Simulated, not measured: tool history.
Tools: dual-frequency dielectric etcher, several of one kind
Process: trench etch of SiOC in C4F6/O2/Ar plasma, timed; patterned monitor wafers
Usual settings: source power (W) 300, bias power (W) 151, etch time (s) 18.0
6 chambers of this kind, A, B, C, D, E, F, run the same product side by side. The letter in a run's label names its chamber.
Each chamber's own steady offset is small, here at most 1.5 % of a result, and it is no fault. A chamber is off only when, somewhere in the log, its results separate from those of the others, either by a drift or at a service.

run	hour	source power (W)	bias power (W)	etch time (s)	read-back reference wafer on the same gauge, depth_nm	mean etch depth across the wafer (angstrom)
# hour 2.0: chamber C: bias power generator calibrated
1C	8.1	300	151	18.0	27.199	319.74
2F	15.3	300	151	18.0	27.205	313.36
3A	24.1	300	151	18.0	27.214	318.35
# hour 27.2: chamber B: wet clean of the chamber
4B	30.1	300	151	18.0	27.212	315.97
5E	36.4	300	151	18.0	27.213	317.94
6D	44.0	300	151	18.0	27.216	315.69
7D	53.7	330	151	16.5	27.220	300.94
8F	65.0	330	151	16.5	27.225	298.08
9E	75.5	330	151	16.5	27.236	302.66
10C	85.5	330	151	16.5	27.228	304.22
11B	93.9	330	151	16.5	27.231	300.66
12A	100.7	330	151	16.5	27.244	303.20
13D	111.6	300	151	18.0	27.246	316.00
14F	119.0	300	151	18.0	27.258	312.54
# hour 125.7: chamber D: wet clean of the chamber
15C	126.9	300	151	18.0	27.252	319.87
16B	138.6	300	151	18.0	27.265	316.51
17E	147.9	300	151	18.0	27.256	318.67
18A	156.2	320	151	18.0	27.264	326.66
19B	166.1	320	151	18.0	27.254	324.13
20C	172.0	320	151	18.0	27.265	328.24
21D	178.7	320	151	18.0	27.266	324.97
22F	184.6	320	151	18.0	27.270	321.55
23E	192.6	320	151	18.0	27.278	327.17
24A	203.7	300	151	18.0	27.283	319.05
# hour 210.4: chamber F: wet clean of the chamber
25D	212.3	230	151	18.0	27.293	284.98
26B	220.7	230	151	18.0	27.298	285.88
27F	226.7	230	151	18.0	27.291	283.25
28E	236.1	230	151	18.0	27.298	286.79
29A	247.3	230	151	18.0	27.302	288.69
30C	259.0	230	151	18.0	27.306	290.05
# hour 261.7: chamber A: wet clean of the chamber
31C	268.0	270	151	18.0	27.309	307.62
32F	279.3	270	151	18.0	27.321	302.05
33A	286.3	270	151	18.0	27.320	306.46
34E	298.1	270	151	18.0	27.328	306.24
# hour 300.9: chamber E: wet clean of the chamber
35D	307.6	270	151	18.0	27.326	303.61
# hour 311.8: chamber B: source power generator calibrated
36B	319.1	270	151	18.0	27.332	303.94
37E	327.8	300	151	18.0	27.328	319.37
38F	333.7	300	151	21.0	27.336	366.84

The same settings go to every chamber for the next run, one line per chamber below. Forecast the results for each:
39A	342.3	220	151	18.0		?
39B	342.3	220	151	18.0		?
39C	342.3	220	151	18.0		?
39D	342.3	220	151	18.0		?
39E	342.3	220	151	18.0		?
39F	342.3	220	151	18.0		?

run	mean etch depth across the wafer (angstrom)
39A	283.58
39B	281.43
39C	285.35
39D	280.54
39E	282.23
39F	279.44

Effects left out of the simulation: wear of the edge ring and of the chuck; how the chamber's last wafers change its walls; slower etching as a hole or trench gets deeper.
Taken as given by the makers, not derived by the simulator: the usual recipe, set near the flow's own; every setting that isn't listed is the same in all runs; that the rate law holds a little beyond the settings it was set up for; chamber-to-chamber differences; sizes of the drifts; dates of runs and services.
